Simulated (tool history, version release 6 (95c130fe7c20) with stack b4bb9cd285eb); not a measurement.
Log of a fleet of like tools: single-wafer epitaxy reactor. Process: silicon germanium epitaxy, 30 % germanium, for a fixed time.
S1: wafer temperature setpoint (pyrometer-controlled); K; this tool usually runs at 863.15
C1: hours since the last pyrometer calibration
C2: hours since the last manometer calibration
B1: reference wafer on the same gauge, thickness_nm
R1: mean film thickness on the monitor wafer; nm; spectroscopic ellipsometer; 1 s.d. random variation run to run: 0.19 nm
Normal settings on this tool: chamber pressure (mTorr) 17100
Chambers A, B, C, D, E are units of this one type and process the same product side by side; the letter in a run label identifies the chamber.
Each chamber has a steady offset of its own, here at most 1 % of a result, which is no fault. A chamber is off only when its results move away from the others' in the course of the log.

Run 1A, hour 9.3: usual settings; C1 593.6; C2 2493.4; B1 48.141. Result: R1 46.038 nm.
Run 2E, hour 17.0: usual settings; C1 91.7; C2 136.2; B1 48.221. Result: R1 45.732 nm.
Run 3C, hour 27.7: usual settings; C1 267.0; C2 2919.7; B1 48.228. Result: R1 46.329 nm.
Run 4D, hour 35.6: usual settings; C1 2453.3; C2 103.2; B1 48.185. Result: R1 45.406 nm.
Run 5B, hour 43.2: usual settings; C1 234.3; C2 2396.1; B1 48.248. Result: R1 46.280 nm.
At hour 48.7: chamber C: capacitance manometer re-zeroed and calibrated.
Run 6E, hour 54.2: usual settings; C1 128.9; C2 173.4; B1 48.202. Result: R1 45.960 nm.
Run 7C, hour 65.3: usual settings; C1 304.6; C2 16.6; B1 48.239. Result: R1 46.043 nm.
At hour 67.2: chamber A: capacitance manometer re-zeroed and calibrated.
Run 8D, hour 71.7: usual settings; C1 2489.4; C2 139.3; B1 48.154. Result: R1 45.346 nm.
Run 9B, hour 82.9: usual settings; C1 274.0; C2 2435.8; B1 48.171. Result: R1 46.205 nm.
Run 10A, hour 90.2: usual settings; C1 674.5; C2 23.0; B1 48.193. Result: R1 46.137 nm.
Run 11C, hour 96.7: usual settings; C1 336.0; C2 48.0; B1 48.203. Result: R1 46.130 nm.
Run 12B, hour 106.3: usual settings; C1 297.4; C2 2459.2; B1 48.209. Result: R1 46.304 nm.
Run 13E, hour 117.5: usual settings; C1 192.2; C2 236.7; B1 48.175. Result: R1 45.738 nm.
Run 14A, hour 127.2: usual settings; C1 711.5; C2 60.0; B1 48.196. Result: R1 46.686 nm.
Run 15D, hour 134.9: usual settings but chamber pressure (mTorr) 20300; C1 2552.6; C2 202.5; B1 48.197. Result: R1 48.878 nm.
Run 16B, hour 147.5: usual settings but chamber pressure (mTorr) 20300; C1 338.6; C2 2500.4; B1 48.198. Result: R1 49.522 nm.
Run 17E, hour 160.4: usual settings but chamber pressure (mTorr) 20300; C1 235.1; C2 279.6; B1 48.207. Result: R1 48.963 nm.
Run 18D, hour 170.3: usual settings but chamber pressure (mTorr) 20300; C1 2588.0; C2 237.9; B1 48.185. Result: R1 48.823 nm.
Run 19C, hour 178.0: usual settings but chamber pressure (mTorr) 20300; C1 417.3; C2 129.3; B1 48.173. Result: R1 49.568 nm.
Run 20A, hour 186.6: usual settings; C1 770.9; C2 119.4; B1 48.181. Result: R1 47.106 nm.
Run 21C, hour 196.1: usual settings; C1 435.4; C2 147.4; B1 48.163. Result: R1 46.122 nm.
Run 22D, hour 206.0: usual settings but chamber pressure (mTorr) 19200; C1 2623.7; C2 273.6; B1 48.187. Result: R1 47.415 nm.
Run 23B, hour 212.6: usual settings but chamber pressure (mTorr) 19200; C1 403.7; C2 2565.5; B1 48.171. Result: R1 48.355 nm.
Run 24A, hour 219.9: usual settings but chamber pressure (mTorr) 19200; C1 804.2; C2 152.7; B1 48.178. Result: R1 49.507 nm.
Run 25E, hour 229.3: usual settings but chamber pressure (mTorr) 19200; C1 304.0; C2 348.5; B1 48.207. Result: R1 47.965 nm.
At hour 236.0: chamber D: pyrometer calibrated.
Run 26A, hour 237.3: usual settings but chamber pressure (mTorr) 19200; C1 821.6; C2 170.1; B1 48.163. Result: R1 49.202 nm.
Run 27B, hour 250.0: usual settings; C1 441.1; C2 2602.9; B1 48.189. Result: R1 46.214 nm.
Run 28E, hour 260.1: usual settings; C1 334.8; C2 379.3; B1 48.171. Result: R1 46.005 nm.
Run 29C, hour 269.0: usual settings; C1 508.3; C2 220.3; B1 48.227. Result: R1 46.108 nm.
Run 30D, hour 277.8: usual settings; C1 41.8; C2 345.4; B1 48.238. Result: R1 45.798 nm.
Run 31C, hour 290.3: usual settings; C1 529.6; C2 241.6; B1 48.155. Result: R1 46.407 nm.
Run 32E, hour 301.3: usual settings; C1 376.0; C2 420.5; B1 48.214. Result: R1 45.825 nm.
Run 33B, hour 313.7: usual settings; C1 504.8; C2 2666.6; B1 48.191. Result: R1 46.433 nm.
Run 34D, hour 326.8: usual settings; C1 90.8; C2 394.4; B1 48.200. Result: R1 45.708 nm.
Run 35A, hour 337.5: usual settings; C1 921.8; C2 270.3; B1 48.222. Result: R1 47.699 nm.
Run 36A, hour 351.3: usual settings; C1 935.6; C2 284.1; B1 48.173. Result: R1 47.566 nm.

All 5 chambers run these settings next. Forecast each chamber's results:
Run 37A, hour 361.4: usual settings. Result: R1 ?.
Run 37B, hour 361.4: usual settings. Result: R1 ?.
Run 37C, hour 361.4: usual settings. Result: R1 ?.
Run 37D, hour 361.4: usual settings. Result: R1 ?.
Run 37E, hour 361.4: usual settings. Result: R1 ?.

run      R1
37A  47.962
37B  46.000
37C  46.267
37D  45.752
37E  45.524
